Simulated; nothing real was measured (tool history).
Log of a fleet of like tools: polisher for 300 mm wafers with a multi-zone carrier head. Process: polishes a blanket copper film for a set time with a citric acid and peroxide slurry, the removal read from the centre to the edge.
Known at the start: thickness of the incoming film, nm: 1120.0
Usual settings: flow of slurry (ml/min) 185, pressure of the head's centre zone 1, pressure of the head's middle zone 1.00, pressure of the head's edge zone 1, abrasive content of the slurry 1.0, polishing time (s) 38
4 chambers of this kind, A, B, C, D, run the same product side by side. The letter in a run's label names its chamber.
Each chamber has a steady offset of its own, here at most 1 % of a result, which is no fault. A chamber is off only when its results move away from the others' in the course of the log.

run	hour	flow of slurry (ml/min)	pressure of the head's centre zone	pressure of the head's middle zone	pressure of the head's edge zone	abrasive content of the slurry	polishing time (s)	film removed at the wafer's centre (nm)	film removed at mid-radius (nm)	film removed at the wafer's edge (nm)
# hour 2.3: chamber A: worn pad replaced by a new one
1A	3.6	185	1	1.00	1	1.0	38	68.283	67.918	67.492
# hour 7.4: chamber B: worn pad replaced by a new one
2D	7.9	185	1	1.00	1	1.0	38	67.830	68.545	67.691
3C	11.0	185	1	1.00	1	1.0	38	66.537	68.012	67.615
4B	14.4	185	1	1.00	1	1.0	38	68.499	69.320	68.490
5A	19.6	185	1	1.00	1	1.0	38	68.231	69.022	67.448
# hour 22.2: chamber D: worn pad replaced by a new one
6C	25.5	185	1	1.00	1	1.0	38	67.926	67.414	68.231
# hour 28.5: chamber C: worn pad replaced by a new one
7B	29.4	185	1	1.00	1	1.2	38	70.305	71.727	70.879
8D	32.7	185	1	1.00	1	1.2	38	71.004	69.505	70.871
# hour 33.7: chamber A: centre zone pressure recalibrated
9A	37.5	185	1	1.00	1	1.2	38	70.836	70.362	69.144
10D	41.7	185	1	1.00	1	1.2	38	71.857	70.500	70.227
11B	46.6	185	1	1.00	1	1.0	38	67.096	68.063	68.175
12C	51.7	210	1	1.00	1	1.0	38	69.348	67.714	68.844
13B	58.3	210	1	1.00	1	1.0	38	69.384	68.683	69.531
14A	63.1	210	1	1.00	1	1.0	38	69.299	69.709	67.653
# hour 67.5: chamber C: centre zone pressure recalibrated
15D	68.8	210	1	1.00	1	1.0	38	69.564	67.771	69.419
# hour 71.1: chamber D: worn pad replaced by a new one
16C	72.9	185	1	1.00	1	1.0	38	64.809	66.219	68.044
17C	76.2	185	1	0.94	1	1.0	38	65.840	63.164	68.416
18D	80.4	185	1	0.94	1	1.0	38	67.938	65.318	67.895
19A	86.4	185	1	0.94	1	1.0	38	67.892	64.847	67.284
20B	89.5	185	1	0.94	1	1.0	38	67.441	64.398	67.945
21D	94.2	185	1	1.00	1	1.0	38	68.696	66.689	68.643
# hour 99.0: chamber B: worn pad replaced by a new one
22A	99.0	185	1	1.00	1	1.0	38	67.535	68.614	67.529
# hour 100.7: chamber C: worn pad replaced by a new one
23B	102.1	185	1	1.00	1	1.0	38	68.030	69.038	68.280
24C	107.4	185	1	1.00	1	1.0	38	64.818	67.726	68.357
25C	112.8	185	1	1.00	1	1.0	38	64.731	66.599	68.347

Is one chamber off against the others, does the gauge drift, or is nothing wrong? If a chamber is off, say which, and what the likeliest cause is.

A service left chamber C off against the others.
Cause: centre zone's pressure below its setpoint, % = 3.38.

Here are 4 candidates for chamber C's next run, each the usual settings with a change, their results left as question marks. Which one brings its results back in line with what the others give on the usual settings?
In line means no further than this from the other chambers' mean on the usual settings: film removed at the wafer's centre (nm) 1.500; film removed at mid-radius (nm) 3.400; film removed at the wafer's edge (nm) 1.500
26C-1	117.6	190	1.04	1.01	0.98	1.0	38	?	?	?
26C-2	117.6	180	0.96	0.99	1.02	1.0	38	?	?	?
26C-3	117.6	195	1.08	1.01	0.95	1.0	38	?	?	?
26C-4	117.6	175	0.92	0.99	1.05	1.0	38	?	?	?

The other chambers' mean on the usual settings: film removed at the wafer's centre (nm) 67.942; film removed at mid-radius (nm) 68.037; film removed at the wafer's edge (nm) 67.887
run	film removed at the wafer's centre (nm)	film removed at mid-radius (nm)	film removed at the wafer's edge (nm)
26C-1	68.041	67.830	67.710
26C-2	61.654	66.070	68.732
26C-3	71.247	68.079	66.831
26C-4	58.484	65.785	69.562
26C-1 brings the chamber back in line.
